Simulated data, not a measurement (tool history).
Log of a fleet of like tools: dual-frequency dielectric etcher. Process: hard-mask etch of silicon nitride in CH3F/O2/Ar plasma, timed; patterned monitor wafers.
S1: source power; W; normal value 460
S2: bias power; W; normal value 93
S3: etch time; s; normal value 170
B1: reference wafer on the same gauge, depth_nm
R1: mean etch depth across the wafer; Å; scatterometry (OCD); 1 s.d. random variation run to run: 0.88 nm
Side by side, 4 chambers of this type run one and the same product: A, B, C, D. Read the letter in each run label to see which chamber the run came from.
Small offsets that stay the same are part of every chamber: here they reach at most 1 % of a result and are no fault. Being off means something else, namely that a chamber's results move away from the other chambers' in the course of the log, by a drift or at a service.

run   hour   S1  S2   S3      B1      R1
 1A    3.9  460  93  170  163.83  1372.5
 2D    8.1  460  93  170  164.06  1395.2
 3C     14  460  93  170  163.93  1365.9
 4B   19.3  460  93  170  164.34  1360.1
 5B   22.6  350  93  170  163.82  1229.7
 6A   29.1  350  93  170  164.01  1223.6
 7C   34.4  350  93  170  163.78    1240
 8D   37.6  350  93  170  164.02  1241.9
 9A   43.2  460  93  170  164.25    1360
10C   49.4  460  93  170  163.94  1357.1
11B   55.5  460  93  170  164.17  1361.3
12D   59.3  460  93  170  164.08  1377.1
13D   64.3  460  93  170  164.26  1388.8
14A   70.4  460  93  170  164.12  1369.9
15C     75  460  93  170  163.95    1370
16B   79.4  460  93  170  163.96  1361.9
17B   85.4  460  93  170  163.71  1368.6
18D   92.1  460  93  170  163.93  1372.1
19A   97.1  460  93  170  164.12  1375.4
20C  103.8  460  93  170  164.03  1344.7
21D  109.7  410  82  170   163.9  1248.5
22C  116.6  410  82  170  164.16  1230.9
23B  119.9  410  82  170  163.91  1252.7
24A  124.7  410  82  170  164.07  1250.3
25A  131.2  460  93  170  163.89  1380.4
26C    135  460  93  170     164    1352
27B  138.7  460  93  170   164.1  1357.4
28D  144.5  460  93  170  164.05  1379.4
29A  149.1  460  93  170  163.96  1377.3
30D  154.6  460  93  170  164.14  1400.4
31C    158  460  93  170  163.81  1329.6
32B  162.9  460  93  170  164.01  1362.1
33B  169.1  460  93  170  164.05  1357.4
34D  174.5  460  93  170  163.94  1381.9
35C  179.1  460  93  170  163.95    1332
36A  183.2  460  93  170  164.19  1374.3
37B  189.5  460  93  170  164.31  1350.9
38C    193  460  79  170  163.99  1247.7
39A  199.2  460  79  170  163.94  1290.9
40D    204  460  79  170  163.74  1281.5
41C  207.2  460  79  170   163.9  1234.1

Next, every chamber runs the same settings. What will each give?
42A  212.1  420  93  170       ?
42B  212.1  420  93  170       ?
42C  212.1  420  93  170       ?
42D  212.1  420  93  170       ?

run      R1
42A    1310
42B  1308.9
42C  1278.1
42D  1344.8

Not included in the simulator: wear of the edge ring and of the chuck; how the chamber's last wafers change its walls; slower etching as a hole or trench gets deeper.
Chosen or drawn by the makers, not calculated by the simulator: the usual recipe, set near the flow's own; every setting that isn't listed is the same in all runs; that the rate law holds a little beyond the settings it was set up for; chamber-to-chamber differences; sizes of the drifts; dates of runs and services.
